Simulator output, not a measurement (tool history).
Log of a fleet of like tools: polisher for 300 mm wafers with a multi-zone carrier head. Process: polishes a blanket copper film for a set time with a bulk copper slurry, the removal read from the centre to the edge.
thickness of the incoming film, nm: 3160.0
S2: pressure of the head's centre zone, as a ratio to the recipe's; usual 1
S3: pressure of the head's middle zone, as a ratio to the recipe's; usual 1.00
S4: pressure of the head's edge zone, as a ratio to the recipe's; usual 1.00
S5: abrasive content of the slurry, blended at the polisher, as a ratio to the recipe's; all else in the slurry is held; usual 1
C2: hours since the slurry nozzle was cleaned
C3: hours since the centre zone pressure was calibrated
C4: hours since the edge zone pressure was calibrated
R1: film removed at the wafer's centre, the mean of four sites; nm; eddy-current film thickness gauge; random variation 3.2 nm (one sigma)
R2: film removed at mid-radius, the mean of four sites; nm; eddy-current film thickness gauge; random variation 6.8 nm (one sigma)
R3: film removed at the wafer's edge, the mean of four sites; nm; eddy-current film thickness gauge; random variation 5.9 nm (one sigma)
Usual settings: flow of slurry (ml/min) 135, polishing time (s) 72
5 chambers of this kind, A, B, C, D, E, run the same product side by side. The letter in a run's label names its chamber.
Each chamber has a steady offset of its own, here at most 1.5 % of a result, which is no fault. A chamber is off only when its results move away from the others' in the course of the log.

-- hour=4.8 chamber E: worn pad replaced by a new one
run 1A hour=7.2 | flow_of_slurry_(ml/min)=135 S2=1 S3=1.00 S4=1.00 S5=1 polishing_time_(s)=72 | wafers_polished_on_this_pad=179 C2=23.1 C3=464.0 C4=594.5 | R1=518.82 R2=526.61 R3=520.75
-- hour=11.1 chamber B: worn pad replaced by a new one
-- hour=16.5 chamber C: worn pad replaced by a new one
run 2E hour=18.1 | flow_of_slurry_(ml/min)=135 S2=1 S3=1.00 S4=1.00 S5=1 polishing_time_(s)=72 | wafers_polished_on_this_pad=107 C2=205.6 C3=211.3 C4=403.2 | R1=522.28 R2=527.33 R3=520.65
run 3C hour=25.5 | flow_of_slurry_(ml/min)=135 S2=1 S3=1.00 S4=1.00 S5=1 polishing_time_(s)=72 | wafers_polished_on_this_pad=73 C2=330.6 C3=75.2 C4=55.6 | R1=519.38 R2=528.92 R3=525.39
run 4D hour=36.6 | flow_of_slurry_(ml/min)=135 S2=1 S3=1.00 S4=1.00 S5=1 polishing_time_(s)=72 | wafers_polished_on_this_pad=406 C2=367.2 C3=280.3 C4=1206.3 | R1=521.34 R2=522.89 R3=516.15
run 5B hour=46.1 | flow_of_slurry_(ml/min)=135 S2=1 S3=1.00 S4=1.00 S5=1 polishing_time_(s)=72 | wafers_polished_on_this_pad=282 C2=460.1 C3=630.8 C4=158.3 | R1=525.22 R2=528.71 R3=514.13
run 6C hour=56.7 | flow_of_slurry_(ml/min)=135 S2=1 S3=1.00 S4=1.00 S5=1 polishing_time_(s)=72 | wafers_polished_on_this_pad=324 C2=361.8 C3=106.4 C4=86.8 | R1=515.15 R2=518.02 R3=514.29
-- hour=61.2 chamber A: worn pad replaced by a new one
run 7A hour=62.5 | flow_of_slurry_(ml/min)=135 S2=1 S3=1.00 S4=1.00 S5=1 polishing_time_(s)=72 | wafers_polished_on_this_pad=10 C2=78.4 C3=519.3 C4=649.8 | R1=515.15 R2=514.86 R3=513.80
run 8B hour=68.4 | flow_of_slurry_(ml/min)=135 S2=1 S3=1.00 S4=1.00 S5=1 polishing_time_(s)=72 | wafers_polished_on_this_pad=461 C2=482.4 C3=653.1 C4=180.6 | R1=517.74 R2=518.53 R3=514.53
run 9E hour=77.6 | flow_of_slurry_(ml/min)=135 S2=1 S3=1.00 S4=1.00 S5=1 polishing_time_(s)=72 | wafers_polished_on_this_pad=586 C2=265.1 C3=270.8 C4=462.7 | R1=519.79 R2=533.13 R3=523.34
run 10D hour=89.8 | flow_of_slurry_(ml/min)=135 S2=1 S3=1.00 S4=1.00 S5=1 polishing_time_(s)=72 | wafers_polished_on_this_pad=835 C2=420.4 C3=333.5 C4=1259.5 | R1=518.58 R2=512.86 R3=526.54
-- hour=99.0 chamber C: worn pad replaced by a new one
run 11A hour=102.2 | flow_of_slurry_(ml/min)=135 S2=1 S3=0.94 S4=1.00 S5=1 polishing_time_(s)=72 | wafers_polished_on_this_pad=330 C2=118.1 C3=559.0 C4=689.5 | R1=515.18 R2=488.05 R3=512.89
run 12C hour=109.7 | flow_of_slurry_(ml/min)=135 S2=1 S3=0.94 S4=1.00 S5=1 polishing_time_(s)=72 | wafers_polished_on_this_pad=86 C2=414.8 C3=159.4 C4=139.8 | R1=520.15 R2=506.15 R3=524.32
-- hour=112.1 chamber E: worn pad replaced by a new one
-- hour=113.8 chamber D: worn pad replaced by a new one
run 13D hour=115.9 | flow_of_slurry_(ml/min)=135 S2=1 S3=0.94 S4=1.00 S5=1 polishing_time_(s)=72 | wafers_polished_on_this_pad=16 C2=446.5 C3=359.6 C4=1285.6 | R1=520.55 R2=483.79 R3=532.30
-- hour=119.4 chamber A: worn pad replaced by a new one
run 14B hour=122.6 | flow_of_slurry_(ml/min)=135 S2=1 S3=0.94 S4=1.00 S5=1 polishing_time_(s)=72 | wafers_polished_on_this_pad=898 C2=536.6 C3=707.3 C4=234.8 | R1=519.50 R2=483.34 R3=515.06
run 15E hour=129.6 | flow_of_slurry_(ml/min)=135 S2=1 S3=0.94 S4=1.00 S5=1 polishing_time_(s)=72 | wafers_polished_on_this_pad=140 C2=317.1 C3=322.8 C4=514.7 | R1=530.10 R2=487.88 R3=510.07
run 16E hour=137.0 | flow_of_slurry_(ml/min)=135 S2=1 S3=1.00 S4=1.00 S5=1 polishing_time_(s)=72 | wafers_polished_on_this_pad=200 C2=324.5 C3=330.2 C4=522.1 | R1=529.10 R2=516.04 R3=522.64
run 17C hour=147.9 | flow_of_slurry_(ml/min)=135 S2=1 S3=1.00 S4=1.00 S5=1 polishing_time_(s)=72 | wafers_polished_on_this_pad=394 C2=453.0 C3=197.6 C4=178.0 | R1=517.72 R2=527.09 R3=510.61
-- hour=148.8 chamber D: edge zone pressure recalibrated
run 18D hour=156.3 | flow_of_slurry_(ml/min)=135 S2=1 S3=1.00 S4=1.00 S5=1 polishing_time_(s)=72 | wafers_polished_on_this_pad=342 C2=486.9 C3=400.0 C4=7.6 | R1=522.81 R2=525.55 R3=530.90
run 19A hour=165.2 | flow_of_slurry_(ml/min)=135 S2=1 S3=1.00 S4=1.00 S5=1 polishing_time_(s)=72 | wafers_polished_on_this_pad=369 C2=181.1 C3=622.0 C4=752.5 | R1=514.80 R2=536.88 R3=517.13
-- hour=166.3 chamber C: worn pad replaced by a new one
-- hour=166.8 chamber D: slurry nozzle cleaned
run 20B hour=174.6 | flow_of_slurry_(ml/min)=135 S2=1 S3=1.00 S4=1.00 S5=1 polishing_time_(s)=72 | wafers_polished_on_this_pad=1316 C2=588.6 C3=759.3 C4=286.8 | R1=516.99 R2=532.38 R3=519.20
run 21A hour=181.2 | flow_of_slurry_(ml/min)=135 S2=1 S3=1.00 S4=1.00 S5=1 polishing_time_(s)=72 | wafers_polished_on_this_pad=498 C2=197.1 C3=638.0 C4=768.5 | R1=512.49 R2=512.22 R3=516.65
-- hour=186.2 chamber A: worn pad replaced by a new one
run 22C hour=187.2 | flow_of_slurry_(ml/min)=135 S2=1 S3=1.00 S4=1.00 S5=1 polishing_time_(s)=72 | wafers_polished_on_this_pad=168 C2=492.3 C3=236.9 C4=217.3 | R1=514.70 R2=520.23 R3=523.22
run 23B hour=194.0 | flow_of_slurry_(ml/min)=135 S2=1 S3=1.00 S4=1.00 S5=1 polishing_time_(s)=72 | wafers_polished_on_this_pad=1473 C2=608.0 C3=778.7 C4=306.2 | R1=516.96 R2=529.80 R3=520.01
-- hour=195.0 chamber B: worn pad replaced by a new one
run 24E hour=203.7 | flow_of_slurry_(ml/min)=135 S2=1 S3=1.00 S4=1.00 S5=1 polishing_time_(s)=91 | wafers_polished_on_this_pad=737 C2=391.2 C3=396.9 C4=588.8 | R1=680.23 R2=658.44 R3=649.60
-- hour=211.3 chamber E: edge zone pressure recalibrated
run 25D hour=215.5 | flow_of_slurry_(ml/min)=135 S2=1 S3=1.00 S4=1.00 S5=1 polishing_time_(s)=91 | wafers_polished_on_this_pad=819 C2=48.7 C3=459.2 C4=66.8 | R1=663.86 R2=643.80 R3=669.96
-- hour=217.2 chamber E: worn pad replaced by a new one
run 26D hour=224.8 | flow_of_slurry_(ml/min)=135 S2=1 S3=1.00 S4=1.00 S5=1 polishing_time_(s)=91 | wafers_polished_on_this_pad=893 C2=58.0 C3=468.5 C4=76.1 | R1=658.36 R2=653.83 R3=651.39
run 27B hour=233.5 | flow_of_slurry_(ml/min)=135 S2=1 S3=1.00 S4=1.00 S5=1 polishing_time_(s)=91 | wafers_polished_on_this_pad=310 C2=647.5 C3=818.2 C4=345.7 | R1=653.92 R2=657.31 R3=659.19
-- hour=234.0 chamber D: worn pad replaced by a new one
-- hour=235.3 chamber C: slurry nozzle cleaned
-- hour=236.6 chamber C: worn pad replaced by a new one
run 28A hour=240.1 | flow_of_slurry_(ml/min)=135 S2=1 S3=1.00 S4=1.00 S5=1 polishing_time_(s)=91 | wafers_polished_on_this_pad=434 C2=256.0 C3=696.9 C4=827.4 | R1=647.77 R2=655.69 R3=654.53
run 29E hour=251.0 | flow_of_slurry_(ml/min)=135 S2=1 S3=1.00 S4=1.00 S5=1 polishing_time_(s)=72 | wafers_polished_on_this_pad=272 C2=438.5 C3=444.2 C4=39.7 | R1=541.32 R2=530.55 R3=511.43
run 30C hour=257.5 | flow_of_slurry_(ml/min)=135 S2=1 S3=1.00 S4=1.00 S5=1 polishing_time_(s)=72 | wafers_polished_on_this_pad=168 C2=22.2 C3=307.2 C4=287.6 | R1=514.03 R2=513.05 R3=525.59
run 31E hour=263.7 | flow_of_slurry_(ml/min)=135 S2=1 S3=1.00 S4=1.00 S5=1 polishing_time_(s)=72 | wafers_polished_on_this_pad=374 C2=451.2 C3=456.9 C4=52.4 | R1=541.75 R2=518.26 R3=525.37
-- hour=264.4 chamber A: worn pad replaced by a new one
run 32A hour=272.3 | flow_of_slurry_(ml/min)=135 S2=1 S3=1.00 S4=1.00 S5=1 polishing_time_(s)=72 | wafers_polished_on_this_pad=63 C2=288.2 C3=729.1 C4=859.6 | R1=506.12 R2=525.41 R3=518.17
run 33B hour=279.5 | flow_of_slurry_(ml/min)=135 S2=1 S3=1.00 S4=1.00 S5=1 polishing_time_(s)=72 | wafers_polished_on_this_pad=680 C2=693.5 C3=864.2 C4=391.7 | R1=520.06 R2=531.54 R3=522.78
run 34C hour=288.7 | flow_of_slurry_(ml/min)=135 S2=1 S3=1.00 S4=1.00 S5=1 polishing_time_(s)=72 | wafers_polished_on_this_pad=420 C2=53.4 C3=338.4 C4=318.8 | R1=516.87 R2=521.11 R3=524.30
run 35D hour=297.7 | flow_of_slurry_(ml/min)=135 S2=1 S3=1.00 S4=1.05 S5=1 polishing_time_(s)=72 | wafers_polished_on_this_pad=513 C2=130.9 C3=541.4 C4=149.0 | R1=522.91 R2=516.31 R3=538.92

Is one chamber off against the others, does the gauge drift, or is nothing wrong? If a chamber is off, say which, and what the likeliest cause is.

Chamber E drifts away from the others.
Cause: centre zone's pressure above its setpoint, % = 4.9.

Here are 4 candidates for chamber E's next run, each the usual settings with a change, their results left as question marks. Which one brings its results back in line with what the others give on the usual settings?
In line means no further than this from the other chambers' mean on the usual settings: R1 11.00 nm; R2 24.00 nm; R3 21.00 nm
run 36E-1 hour=306.8 | flow_of_slurry_(ml/min)=140 S2=1.04 S3=0.99 S4=0.99 S5=1 polishing_time_(s)=73 | R1=? R2=? R3=?
run 36E-2 hour=306.8 | flow_of_slurry_(ml/min)=135 S2=1.01 S3=1.00 S4=1.00 S5=1 polishing_time_(s)=72 | R1=? R2=? R3=?
run 36E-3 hour=306.8 | flow_of_slurry_(ml/min)=130 S2=0.96 S3=1.01 S4=1.01 S5=1 polishing_time_(s)=71 | R1=? R2=? R3=?
run 36E-4 hour=306.8 | flow_of_slurry_(ml/min)=135 S2=0.99 S3=1.00 S4=1.00 S5=1 polishing_time_(s)=72 | R1=? R2=? R3=?

The other chambers' mean on the usual settings: R1 516.48 nm; R2 520.66 nm; R3 518.01 nm
run=36E-1 R1=586.06 R2=527.08 R3=523.47
run=36E-2 R1=555.03 R2=520.93 R3=516.28
run=36E-3 R1=512.77 R2=514.48 R3=508.88
run=36E-4 R1=542.88 R2=520.99 R3=516.28
36E-3 brings the chamber back in line.

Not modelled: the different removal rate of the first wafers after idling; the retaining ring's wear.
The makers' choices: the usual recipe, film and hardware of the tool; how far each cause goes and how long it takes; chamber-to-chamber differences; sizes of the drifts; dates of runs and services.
